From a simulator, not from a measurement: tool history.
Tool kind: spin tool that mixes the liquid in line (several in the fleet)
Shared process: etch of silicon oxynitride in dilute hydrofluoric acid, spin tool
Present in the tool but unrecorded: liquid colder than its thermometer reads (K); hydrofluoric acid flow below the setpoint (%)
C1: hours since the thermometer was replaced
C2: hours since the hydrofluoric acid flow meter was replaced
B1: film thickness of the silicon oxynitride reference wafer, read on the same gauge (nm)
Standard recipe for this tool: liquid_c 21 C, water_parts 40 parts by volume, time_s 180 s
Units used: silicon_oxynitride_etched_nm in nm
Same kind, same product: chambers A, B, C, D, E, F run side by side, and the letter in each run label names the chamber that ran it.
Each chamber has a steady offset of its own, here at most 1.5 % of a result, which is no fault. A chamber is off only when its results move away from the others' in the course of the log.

run 1F day=0.125 | liquid_c=21 water_parts=40 time_s=180 | C1=731.4 C2=376.5 | B1=39.979 | silicon_oxynitride_etched_nm=10.2610
run 2B day=0.229 | liquid_c=21 water_parts=40 time_s=180 | C1=866.8 C2=282.9 | B1=39.988 | silicon_oxynitride_etched_nm=10.1690
run 3E day=0.371 | liquid_c=21 water_parts=40 time_s=180 | C1=126.1 C2=1790.7 | B1=40.000 | silicon_oxynitride_etched_nm=10.1190
run 4A day=0.508 | liquid_c=21 water_parts=40 time_s=180 | C1=1677.1 C2=400.6 | B1=39.996 | silicon_oxynitride_etched_nm=10.1810
run 5D day=0.604 | liquid_c=21 water_parts=40 time_s=180 | C1=510.2 C2=607.4 | B1=40.021 | silicon_oxynitride_etched_nm=10.2880
run 6C day=0.688 | liquid_c=21 water_parts=40 time_s=180 | C1=626.6 C2=156.6 | B1=39.987 | silicon_oxynitride_etched_nm=10.3170
run 7E day=0.804 | liquid_c=21 water_parts=40 time_s=180 | C1=136.5 C2=1801.1 | B1=40.012 | silicon_oxynitride_etched_nm=10.3510
run 8F day=0.912 | liquid_c=21 water_parts=40 time_s=180 | C1=750.3 C2=395.4 | B1=40.018 | silicon_oxynitride_etched_nm=10.0980
run 9A day=1.071 | liquid_c=21 water_parts=40 time_s=180 | C1=1690.6 C2=414.1 | B1=40.020 | silicon_oxynitride_etched_nm=10.2040
run 10B day=1.200 | liquid_c=21 water_parts=40 time_s=180 | C1=890.1 C2=306.2 | B1=39.990 | silicon_oxynitride_etched_nm=10.0250
run 11D day=1.283 | liquid_c=21 water_parts=40 time_s=180 | C1=526.5 C2=623.7 | B1=39.988 | silicon_oxynitride_etched_nm=10.3290
run 12C day=1.471 | liquid_c=21 water_parts=40 time_s=180 | C1=645.4 C2=175.4 | B1=39.992 | silicon_oxynitride_etched_nm=10.1490
run 13C day=1.583 | liquid_c=21 water_parts=40 time_s=180 | C1=648.1 C2=178.1 | B1=40.015 | silicon_oxynitride_etched_nm=10.1870
run 14A day=1.733 | liquid_c=21 water_parts=40 time_s=180 | C1=1706.5 C2=430.0 | B1=40.004 | silicon_oxynitride_etched_nm=10.1930
run 15F day=1.829 | liquid_c=21 water_parts=40 time_s=180 | C1=772.3 C2=417.4 | B1=39.965 | silicon_oxynitride_etched_nm=10.4320
run 16D day=1.958 | liquid_c=21 water_parts=40 time_s=180 | C1=542.7 C2=639.9 | B1=40.000 | silicon_oxynitride_etched_nm=10.2860
-- day=2.038 chamber E: hydrofluoric acid flow meter replaced
run 17B day=2.046 | liquid_c=17 water_parts=40 time_s=75 | C1=910.4 C2=326.5 | B1=40.022 | silicon_oxynitride_etched_nm=3.4127
run 18E day=2.221 | liquid_c=17 water_parts=40 time_s=75 | C1=170.5 C2=4.5 | B1=39.964 | silicon_oxynitride_etched_nm=3.4596
run 19F day=2.383 | liquid_c=17 water_parts=40 time_s=75 | C1=785.6 C2=430.7 | B1=40.008 | silicon_oxynitride_etched_nm=3.4843
run 20E day=2.546 | liquid_c=17 water_parts=40 time_s=75 | C1=178.3 C2=12.3 | B1=40.013 | silicon_oxynitride_etched_nm=3.4463
run 21A day=2.667 | liquid_c=17 water_parts=40 time_s=75 | C1=1728.9 C2=452.4 | B1=39.985 | silicon_oxynitride_etched_nm=3.4452
run 22B day=2.817 | liquid_c=17 water_parts=40 time_s=75 | C1=928.9 C2=345.0 | B1=39.973 | silicon_oxynitride_etched_nm=3.5098
run 23D day=2.983 | liquid_c=21 water_parts=40 time_s=180 | C1=567.3 C2=664.5 | B1=40.011 | silicon_oxynitride_etched_nm=10.2950
run 24C day=3.167 | liquid_c=21 water_parts=40 time_s=180 | C1=686.1 C2=216.1 | B1=39.969 | silicon_oxynitride_etched_nm=9.6755
run 25E day=3.300 | liquid_c=21 water_parts=40 time_s=180 | C1=196.4 C2=30.4 | B1=40.017 | silicon_oxynitride_etched_nm=10.1610
run 26F day=3.417 | liquid_c=21 water_parts=40 time_s=180 | C1=810.4 C2=455.5 | B1=39.981 | silicon_oxynitride_etched_nm=10.4260
run 27B day=3.608 | liquid_c=21 water_parts=40 time_s=180 | C1=947.9 C2=364.0 | B1=39.996 | silicon_oxynitride_etched_nm=10.2840
run 28A day=3.750 | liquid_c=21 water_parts=40 time_s=180 | C1=1754.9 C2=478.4 | B1=40.005 | silicon_oxynitride_etched_nm=10.1690
run 29C day=3.888 | liquid_c=21 water_parts=40 time_s=180 | C1=703.4 C2=233.4 | B1=39.994 | silicon_oxynitride_etched_nm=9.6258
run 30D day=3.996 | liquid_c=21 water_parts=40 time_s=180 | C1=591.6 C2=688.8 | B1=39.997 | silicon_oxynitride_etched_nm=10.2250
run 31B day=4.100 | liquid_c=21 water_parts=40 time_s=180 | C1=959.7 C2=375.8 | B1=39.976 | silicon_oxynitride_etched_nm=10.0110
run 32D day=4.225 | liquid_c=21 water_parts=40 time_s=180 | C1=597.1 C2=694.3 | B1=40.013 | silicon_oxynitride_etched_nm=10.1580
run 33C day=4.333 | liquid_c=21 water_parts=40 time_s=180 | C1=714.1 C2=244.1 | B1=39.990 | silicon_oxynitride_etched_nm=9.4018
run 34F day=4.425 | liquid_c=21 water_parts=50 time_s=180 | C1=834.6 C2=479.7 | B1=39.974 | silicon_oxynitride_etched_nm=8.1270
run 35E day=4.512 | liquid_c=21 water_parts=50 time_s=180 | C1=225.5 C2=59.5 | B1=40.001 | silicon_oxynitride_etched_nm=8.0707
run 36A day=4.696 | liquid_c=21 water_parts=50 time_s=180 | C1=1777.6 C2=501.1 | B1=40.007 | silicon_oxynitride_etched_nm=8.1529
run 37A day=4.804 | liquid_c=21 water_parts=50 time_s=180 | C1=1780.2 C2=503.7 | B1=40.024 | silicon_oxynitride_etched_nm=8.1242
run 38F day=4.996 | liquid_c=21 water_parts=50 time_s=180 | C1=848.3 C2=493.4 | B1=39.996 | silicon_oxynitride_etched_nm=8.1959
run 39D day=5.150 | liquid_c=21 water_parts=50 time_s=180 | C1=619.3 C2=716.5 | B1=40.019 | silicon_oxynitride_etched_nm=8.1316
run 40B day=5.321 | liquid_c=21 water_parts=40 time_s=180 | C1=989.0 C2=405.1 | B1=40.000 | silicon_oxynitride_etched_nm=10.2290
run 41E day=5.483 | liquid_c=21 water_parts=35 time_s=180 | C1=248.8 C2=82.8 | B1=39.999 | silicon_oxynitride_etched_nm=11.6610
run 42C day=5.638 | liquid_c=21 water_parts=35 time_s=180 | C1=745.4 C2=275.4 | B1=39.999 | silicon_oxynitride_etched_nm=10.3290

The same settings go to every chamber for the next run, one line per chamber below. Forecast the results for each:
run 43A day=5.775 | liquid_c=21 water_parts=40 time_s=180 | silicon_oxynitride_etched_nm=?
run 43B day=5.775 | liquid_c=21 water_parts=40 time_s=180 | silicon_oxynitride_etched_nm=?
run 43C day=5.775 | liquid_c=21 water_parts=40 time_s=180 | silicon_oxynitride_etched_nm=?
run 43D day=5.775 | liquid_c=21 water_parts=40 time_s=180 | silicon_oxynitride_etched_nm=?
run 43E day=5.775 | liquid_c=21 water_parts=40 time_s=180 | silicon_oxynitride_etched_nm=?
run 43F day=5.775 | liquid_c=21 water_parts=40 time_s=180 | silicon_oxynitride_etched_nm=?

run=43A silicon_oxynitride_etched_nm=10.2610
run=43B silicon_oxynitride_etched_nm=10.1540
run=43C silicon_oxynitride_etched_nm=8.8462
run=43D silicon_oxynitride_etched_nm=10.4870
run=43E silicon_oxynitride_etched_nm=10.3930
run=43F silicon_oxynitride_etched_nm=10.2450

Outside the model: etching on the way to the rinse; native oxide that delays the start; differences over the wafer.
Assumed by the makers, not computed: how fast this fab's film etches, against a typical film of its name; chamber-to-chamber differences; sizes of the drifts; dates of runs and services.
